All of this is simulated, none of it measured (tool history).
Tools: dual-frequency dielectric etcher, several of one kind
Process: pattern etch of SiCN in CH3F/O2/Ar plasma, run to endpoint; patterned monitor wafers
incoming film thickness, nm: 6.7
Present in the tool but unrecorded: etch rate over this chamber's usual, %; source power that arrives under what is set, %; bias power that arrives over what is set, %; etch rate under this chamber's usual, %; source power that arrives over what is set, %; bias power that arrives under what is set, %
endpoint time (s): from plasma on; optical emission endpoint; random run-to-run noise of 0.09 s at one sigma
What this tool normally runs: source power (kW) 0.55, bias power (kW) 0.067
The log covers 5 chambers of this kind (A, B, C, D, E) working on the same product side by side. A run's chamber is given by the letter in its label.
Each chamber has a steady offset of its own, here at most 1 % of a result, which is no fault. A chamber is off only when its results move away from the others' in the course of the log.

| run | hour | source power (kW) | bias power (kW) | hours since the last wet clean | hours since the last source power generator calibration | hours since the last bias power generator calibration | endpoint time (s) |
|---|---|---|---|---|---|---|---|
| 1A | 4.4 | 0.55 | 0.067 | 4.4 | 4174.8 | 1762.3 | 16.455 |
| 2D | 8.7 | 0.55 | 0.067 | 335.8 | 1286.9 | 510.4 | 16.487 |
| 3B | 13.4 | 0.55 | 0.067 | 390.6 | 3849.3 | 2012.2 | 16.269 |
| 4E | 20.1 | 0.55 | 0.067 | 35.4 | 598.5 | 91.9 | 16.101 |
| 5C | 24.2 | 0.55 | 0.067 | 358.8 | 3096.4 | 1093.5 | 16.335 |
| 6C | 27.9 | 0.55 | 0.067 | 362.5 | 3100.1 | 1097.2 | 16.264 |
| 7D | 31.9 | 0.55 | 0.067 | 359 | 1310.1 | 533.6 | 16.481 |
| 8B | 36.5 | 0.55 | 0.067 | 413.7 | 3872.4 | 2035.3 | 16.203 |
|  | 41.2 | chamber D: wet clean of the chamber |
| 9A | 41.2 | 0.55 | 0.067 | 41.2 | 4211.6 | 1799.1 | 16.166 |
| 10E | 45.6 | 0.55 | 0.067 | 60.9 | 624 | 117.4 | 16.189 |
| 11B | 52.6 | 0.55 | 0.067 | 429.8 | 3888.5 | 2051.4 | 16.155 |
| 12C | 57.6 | 0.55 | 0.067 | 392.2 | 3129.8 | 1126.9 | 16.307 |
|  | 60.1 | chamber B: wet clean of the chamber |
| 13D | 60.8 | 0.55 | 0.067 | 19.7 | 1339 | 562.5 | 16.441 |
| 14A | 66 | 0.55 | 0.056 | 66 | 4236.4 | 1823.9 | 17.322 |
| 15E | 71.2 | 0.55 | 0.056 | 86.5 | 649.6 | 143 | 17.124 |
| 16C | 77.7 | 0.55 | 0.056 | 412.3 | 3149.9 | 1147 | 17.126 |
| 17A | 81.7 | 0.55 | 0.056 | 81.7 | 4252.1 | 1839.6 | 17.151 |
| 18B | 86.4 | 0.55 | 0.056 | 26.3 | 3922.3 | 2085.2 | 17.748 |
| 19D | 90.8 | 0.55 | 0.079 | 49.7 | 1369 | 592.5 | 15.32 |
| 20E | 96.9 | 0.55 | 0.079 | 112.2 | 675.3 | 168.7 | 15.284 |
| 21B | 101.8 | 0.55 | 0.079 | 41.7 | 3937.7 | 2100.6 | 15.891 |
| 22E | 104.9 | 0.55 | 0.079 | 120.2 | 683.3 | 176.7 | 15.221 |
| 23A | 108.6 | 0.55 | 0.079 | 108.6 | 4279 | 1866.5 | 15.41 |
| 24C | 115.4 | 0.55 | 0.067 | 450 | 3187.6 | 1184.7 | 16.139 |
| 25D | 122.2 | 0.55 | 0.067 | 81.1 | 1400.4 | 623.9 | 16.239 |
| 26E | 127.4 | 0.55 | 0.067 | 142.7 | 705.8 | 199.2 | 16.118 |
| 27C | 133.7 | 0.55 | 0.067 | 468.3 | 3205.9 | 1203 | 16.299 |
| 28B | 137.2 | 0.55 | 0.067 | 77.1 | 3973.1 | 2136 | 16.763 |
| 29A | 140.9 | 0.55 | 0.067 | 140.9 | 4311.3 | 1898.8 | 16.297 |
| 30D | 144.8 | 0.46 | 0.082 | 103.7 | 1423 | 646.5 | 16.173 |
| 31D | 151.6 | 0.46 | 0.082 | 110.5 | 1429.8 | 653.3 | 16.186 |
| 32A | 158.2 | 0.46 | 0.082 | 158.2 | 4328.6 | 1916.1 | 16.295 |

All 5 chambers run these settings next. Forecast each chamber's results:
| 33A | 163.3 | 0.55 | 0.067 |  |  |  | ? |
| 33B | 163.3 | 0.55 | 0.067 |  |  |  | ? |
| 33C | 163.3 | 0.55 | 0.067 |  |  |  | ? |
| 33D | 163.3 | 0.55 | 0.067 |  |  |  | ? |
| 33E | 163.3 | 0.55 | 0.067 |  |  |  | ? |

| run | endpoint time (s) |
|---|---|
| 33A | 16.252 |
| 33B | 16.508 |
| 33C | 16.297 |
| 33D | 16.407 |
| 33E | 16.084 |
